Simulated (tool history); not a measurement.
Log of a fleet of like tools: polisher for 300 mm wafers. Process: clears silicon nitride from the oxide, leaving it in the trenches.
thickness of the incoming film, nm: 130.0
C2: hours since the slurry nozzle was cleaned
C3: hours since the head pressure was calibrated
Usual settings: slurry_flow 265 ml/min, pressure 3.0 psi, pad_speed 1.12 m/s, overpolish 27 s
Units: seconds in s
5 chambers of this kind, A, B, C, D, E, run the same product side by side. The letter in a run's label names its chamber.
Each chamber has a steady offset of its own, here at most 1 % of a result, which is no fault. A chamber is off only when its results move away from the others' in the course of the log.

At day 0.042: chamber A: worn pad replaced by a new one.
At day 0.229: chamber C: worn pad replaced by a new one.
Run 1A, day 0.521: usual settings; wafers polished on this pad 58; C2 477.3; C3 404.8. Result: seconds 102.240 s.
At day 0.562: chamber D: head pressure recalibrated.
Run 2B, day 1.100: usual settings; wafers polished on this pad 727; C2 319.5; C3 791.1. Result: seconds 102.490 s.
Run 3C, day 1.662: usual settings; wafers polished on this pad 173; C2 172.0; C3 620.1. Result: seconds 102.920 s.
At day 1.967: chamber B: worn pad replaced by a new one.
Run 4E, day 1.996: usual settings; wafers polished on this pad 435; C2 149.6; C3 549.1. Result: seconds 101.430 s.
Run 5D, day 2.454: usual settings but slurry_flow 205 ml/min, pad_speed 0.86 m/s; wafers polished on this pad 797; C2 415.2; C3 45.4. Result: seconds 139.660 s.
Run 6E, day 3.038: usual settings but slurry_flow 205 ml/min, pad_speed 0.86 m/s; wafers polished on this pad 561; C2 174.6; C3 574.1. Result: seconds 136.610 s.
Run 7D, day 3.392: usual settings but slurry_flow 205 ml/min, pad_speed 0.86 m/s; wafers polished on this pad 911; C2 437.7; C3 67.9. Result: seconds 139.290 s.
At day 3.579: chamber D: worn pad replaced by a new one.
Run 8C, day 3.767: usual settings but slurry_flow 205 ml/min, pad_speed 0.86 m/s; wafers polished on this pad 428; C2 222.5; C3 670.6. Result: seconds 133.740 s.
Run 9A, day 4.279: usual settings but slurry_flow 205 ml/min, pad_speed 0.86 m/s; wafers polished on this pad 513; C2 567.5; C3 495.0. Result: seconds 135.890 s.
At day 4.454: chamber E: worn pad replaced by a new one.
Run 10B, day 4.683: usual settings; wafers polished on this pad 328; C2 405.5; C3 877.1. Result: seconds 98.820 s.
Run 11B, day 5.058: usual settings; wafers polished on this pad 374; C2 414.5; C3 886.1. Result: seconds 101.420 s.
Run 12D, day 5.600: usual settings; wafers polished on this pad 244; C2 490.7; C3 120.9. Result: seconds 103.350 s.
Run 13E, day 6.162: usual settings; wafers polished on this pad 207; C2 249.6; C3 649.1. Result: seconds 100.150 s.
At day 6.296: chamber A: worn pad replaced by a new one.
Run 14C, day 6.746: usual settings; wafers polished on this pad 789; C2 294.0; C3 742.1. Result: seconds 101.680 s.
Run 15A, day 7.292: usual settings; wafers polished on this pad 121; C2 639.8; C3 567.3. Result: seconds 99.283 s.
Run 16E, day 7.629: usual settings; wafers polished on this pad 384; C2 284.8; C3 684.3. Result: seconds 102.840 s.
Run 17C, day 7.888: usual settings; wafers polished on this pad 927; C2 321.4; C3 769.5. Result: seconds 100.190 s.
At day 8.142: chamber B: head pressure recalibrated.
Run 18A, day 8.367: usual settings; wafers polished on this pad 251; C2 665.6; C3 593.1. Result: seconds 102.210 s.
At day 8.642: chamber B: worn pad replaced by a new one.
Run 19B, day 8.808: usual settings; wafers polished on this pad 20; C2 504.5; C3 16.0. Result: seconds 92.274 s.
At day 8.896: chamber C: slurry nozzle cleaned.
Run 20D, day 9.217: usual settings; wafers polished on this pad 682; C2 577.5; C3 207.7. Result: seconds 103.830 s.
Run 21B, day 9.771: usual settings; wafers polished on this pad 136; C2 527.6; C3 39.1. Result: seconds 91.263 s.
Run 22D, day 10.033: usual settings; wafers polished on this pad 781; C2 597.1; C3 227.3. Result: seconds 101.870 s.
Run 23C, day 10.538: usual settings; wafers polished on this pad 1248; C2 39.5; C3 833.1. Result: seconds 101.500 s.
At day 11.046: chamber E: worn pad replaced by a new one.
At day 11.067: chamber D: worn pad replaced by a new one.
Run 24A, day 11.083: usual settings; wafers polished on this pad 580; C2 730.8; C3 658.3. Result: seconds 101.710 s.
Run 25E, day 11.471: usual settings but pad_speed 1.30 m/s; wafers polished on this pad 51; C2 377.0; C3 776.5. Result: seconds 88.125 s.
Run 26E, day 11.804: usual settings but pad_speed 1.30 m/s; wafers polished on this pad 91; C2 385.0; C3 784.5. Result: seconds 86.997 s.
Run 27A, day 12.350: usual settings but pad_speed 1.30 m/s; wafers polished on this pad 733; C2 761.2; C3 688.7. Result: seconds 86.450 s.
Run 28B, day 12.646: usual settings but pad_speed 1.30 m/s; wafers polished on this pad 484; C2 596.6; C3 108.1. Result: seconds 77.632 s.
At day 12.679: chamber C: worn pad replaced by a new one.
Run 29C, day 12.912: usual settings but pad_speed 1.30 m/s; wafers polished on this pad 28; C2 96.5; C3 890.1. Result: seconds 86.751 s.
Run 30D, day 13.433: usual settings but pressure 2.4 psi; wafers polished on this pad 286; C2 678.7; C3 308.9. Result: seconds 127.680 s.
Run 31D, day 13.975: usual settings but pressure 2.4 psi; wafers polished on this pad 352; C2 691.7; C3 321.9. Result: seconds 126.850 s.
Run 32B, day 14.233: usual settings but pressure 2.4 psi; wafers polished on this pad 677; C2 634.7; C3 146.2. Result: seconds 114.080 s.
Run 33C, day 14.529: usual settings but pressure 2.4 psi; wafers polished on this pad 224; C2 135.3; C3 928.9. Result: seconds 123.880 s.

Next, every chamber runs the same settings. What will each give?
Run 34A, day 14.950: usual settings. Result: seconds ?.
Run 34B, day 14.950: usual settings. Result: seconds ?.
Run 34C, day 14.950: usual settings. Result: seconds ?.
Run 34D, day 14.950: usual settings. Result: seconds ?.
Run 34E, day 14.950: usual settings. Result: seconds ?.

run  seconds
34A  103.670
34B   89.640
34C  101.700
34D  102.540
34E  101.730
